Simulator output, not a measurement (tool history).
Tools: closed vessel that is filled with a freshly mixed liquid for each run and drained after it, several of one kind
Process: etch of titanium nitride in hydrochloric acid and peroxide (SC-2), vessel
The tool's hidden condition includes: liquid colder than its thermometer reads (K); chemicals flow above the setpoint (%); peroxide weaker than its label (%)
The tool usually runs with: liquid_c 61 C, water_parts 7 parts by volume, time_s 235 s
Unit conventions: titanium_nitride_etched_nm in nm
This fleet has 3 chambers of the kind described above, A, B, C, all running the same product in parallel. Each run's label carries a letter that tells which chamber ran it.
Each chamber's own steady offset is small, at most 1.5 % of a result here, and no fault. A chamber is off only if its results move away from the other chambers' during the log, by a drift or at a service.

run,hour,liquid_c,water_parts,time_s,hours since the thermometer was replaced,hours since the chemicals flow meter was replaced,hours since the drum of peroxide was connected,"read-back film thickness of the titanium nitride reference wafer, read on the same gauge (nm)",titanium_nitride_etched_nm
1C,12.4,61,7,235,585.2,762.8,788.4,130.01,8.8985
2A,20.7,61,7,235,589,1051,291.2,130,8.6944
3B,28.9,61,7,235,160.1,215.5,668.2,129.98,8.8367
4C,43.1,61,7,235,615.9,793.5,819.1,130.02,9.0009
5A,57.7,61,7,235,626,1088,328.2,130.01,8.6542
6B,66.3,61,7,235,197.5,252.9,705.6,130.02,8.7177
7C,80.6,61,7,235,653.4,831,856.6,130.01,8.9232
8B,91,61,7,235,222.2,277.6,730.3,129.99,8.7327
9A,100,61,7,235,668.3,1130.3,370.5,130.02,8.772
10C,111.8,61,7,235,684.6,862.2,887.8,130,9.0446
11A,119.5,61,7,235,687.8,1149.8,390,130.01,8.6806
12B,134,61,7,235,265.2,320.6,773.3,130,8.5683
13B,145.5,61,7,235,276.7,332.1,784.8,130,8.4899
14A,159.7,61,7,235,728,1190,430.2,130,8.7294
15C,168.3,61,7,235,741.1,918.7,944.3,130,8.924
16A,182.5,61,7,235,750.8,1212.8,453,130.03,8.7882
17C,195.9,61,7,235,768.7,946.3,971.9,130.01,8.87
18B,208.9,61,7,235,340.1,395.5,848.2,130.03,8.5065
19A,216.5,61,7,235,784.8,1246.8,487,129.96,8.7125
20C,224.9,61,7,235,797.7,975.3,1000.9,129.98,8.8905
# hour 229.8: chamber A: thermometer replaced
21B,234.6,61,7,235,365.8,421.2,873.9,130,8.2738
22C,246,61,9,235,818.8,996.4,1022,129.99,7.2294
23A,260.4,61,9,235,30.7,1290.7,530.9,130.04,7.1884
24B,274.9,61,9,235,406.1,461.5,914.2,129.97,6.7688

What goes on in this fleet: one chamber off, a drifting gauge, or nothing beyond the chambers' own small offsets? Name the chamber and the cause, if any.

Chamber B drifts away from the others.
Likeliest cause: peroxide weaker than its label (%) = 8.2.
It could be hard to tell apart here from: liquid colder than its thermometer reads (K); chemicals flow below the setpoint (%).

Chamber B could run next with any of the 4 candidate recipes listed below; each alters the usual settings, and their results appear as question marks. Which one brings its results back in line with what the other chambers deliver on the usual settings?
In-line tolerance around the mean of the other chambers on the usual settings: titanium_nitride_etched_nm 0.21 nm
25B-1,285.7,61,7,240,,,,,?
25B-2,285.7,60.5,7,225,,,,,?
25B-3,285.7,61,7,230,,,,,?
25B-4,285.7,61.5,7,245,,,,,?

Usual-settings mean across the other chambers: titanium_nitride_etched_nm 8.8383 nm
run,titanium_nitride_etched_nm
25B-1,8.3557
25B-2,7.5926
25B-3,8.0076
25B-4,8.8051
Change 25B-4 lands the chamber within the allowed miss of the other chambers.

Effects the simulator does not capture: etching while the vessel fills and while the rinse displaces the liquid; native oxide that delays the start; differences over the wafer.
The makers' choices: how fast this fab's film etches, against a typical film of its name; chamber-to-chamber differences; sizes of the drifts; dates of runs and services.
